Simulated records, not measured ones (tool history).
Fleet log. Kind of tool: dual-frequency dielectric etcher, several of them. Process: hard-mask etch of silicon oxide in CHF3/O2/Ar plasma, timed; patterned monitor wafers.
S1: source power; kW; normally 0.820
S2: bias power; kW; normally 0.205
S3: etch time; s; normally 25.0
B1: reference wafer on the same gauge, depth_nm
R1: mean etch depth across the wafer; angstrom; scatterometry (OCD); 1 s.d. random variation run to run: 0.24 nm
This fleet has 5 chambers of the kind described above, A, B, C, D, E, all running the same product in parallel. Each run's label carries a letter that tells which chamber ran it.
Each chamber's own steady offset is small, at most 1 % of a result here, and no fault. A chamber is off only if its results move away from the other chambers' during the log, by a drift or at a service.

run   hour     S1     S2    S3      B1      R1
 1B    4.6  0.820  0.205  25.0  53.418  584.94
 2C   10.7  0.820  0.205  25.0  53.375  585.16
 3E   15.8  0.820  0.205  25.0  53.384  583.47
 4D   20.0  0.820  0.205  25.0  53.387  584.43
 5A   24.9  0.820  0.205  25.0  53.422  582.48
 6C   29.4  0.820  0.205  25.0  53.352  583.79
 7D   34.7  0.820  0.205  25.0  53.375  584.95
 8E   40.2  0.820  0.205  25.0  53.378  579.68
 9A   46.1  0.820  0.205  25.0  53.406  585.50
10B   51.8  0.820  0.185  27.5  53.360  620.99
11D   57.0  0.820  0.185  27.5  53.381  616.12
12A   62.3  0.820  0.185  27.5  53.461  624.48
13E   67.3  0.820  0.185  27.5  53.413  617.01
14B   73.5  0.820  0.185  27.5  53.373  624.38
15C   76.7  0.820  0.205  25.0  53.389  584.03
      80.8  -- chamber C: wet clean of the chamber
16E   81.6  0.820  0.205  25.0  53.383  582.48
17A   86.0  0.820  0.205  25.0  53.445  586.71
      89.7  -- chamber B: wet clean of the chamber
18C   92.3  0.820  0.205  25.0  53.427  582.73
      94.2  -- chamber B: source power generator calibrated
19B   95.9  0.820  0.205  25.0  53.359  580.87
20D  100.0  0.820  0.205  25.0  53.390  579.34
21A  106.0  0.820  0.205  25.0  53.350  582.95
22E  110.6  0.820  0.205  25.0  53.374  580.35
23D  113.8  0.820  0.205  25.0  53.356  583.05
24C  118.7  0.820  0.205  25.0  53.392  586.25
25B  121.7  0.820  0.205  25.0  53.371  582.61
     123.6  -- chamber A: wet clean of the chamber
26C  126.3  0.820  0.205  25.0  53.368  583.15
27D  130.8  0.820  0.205  25.0  53.365  582.00
28B  135.7  0.820  0.205  25.0  53.399  585.05
29A  139.2  0.820  0.205  25.0  53.405  607.05
30E  143.3  0.820  0.205  25.0  53.369  580.81
31A  149.0  0.820  0.205  25.0  53.387  605.96
32D  154.4  0.820  0.205  25.0  53.400  586.53
33E  158.3  0.820  0.240  31.0  53.432  758.97
34C  161.6  0.820  0.240  31.0  53.457  766.46
35B  166.8  0.820  0.240  31.0  53.431  760.16
36E  171.2  0.820  0.240  31.0  53.440  760.76
37C  177.5  0.820  0.240  31.0  53.439  764.22
38A  181.5  0.820  0.205  25.0  53.403  611.50
39D  187.8  0.820  0.205  25.0  53.460  581.02
40B  193.3  0.820  0.205  22.0  53.402  510.66

Which is it: a chamber that has drifted or been left off by a service, a gauge drift common to all chambers, or only each chamber's usual small offset? If a chamber is off, name it and its likeliest cause.

The work done on chamber A during a service left it standing apart from the others.
Cause: etch rate over this chamber's usual, % = 3.35.

Below are 4 candidate recipes for chamber A's next run, each the usual settings with a change, their results shown as question marks. Which of them brings A's results back in line with what the other chambers give on the usual settings?
A result is in line if it is within this distance of the other chambers' mean on the usual settings: R1 8.50 angstrom
41A-1  198.1  0.830  0.208  25.0       ?
41A-2  198.1  0.820  0.205  24.0       ?
41A-3  198.1  0.820  0.198  25.0       ?
41A-4  198.1  0.820  0.207  26.0       ?

Average result of the remaining chambers running the usual settings: R1 583.20 angstrom
  run      R1
41A-1  612.83
41A-2  582.75
41A-3  600.00
41A-4  633.38
With 41A-2, the chamber falls back in line with the rest.

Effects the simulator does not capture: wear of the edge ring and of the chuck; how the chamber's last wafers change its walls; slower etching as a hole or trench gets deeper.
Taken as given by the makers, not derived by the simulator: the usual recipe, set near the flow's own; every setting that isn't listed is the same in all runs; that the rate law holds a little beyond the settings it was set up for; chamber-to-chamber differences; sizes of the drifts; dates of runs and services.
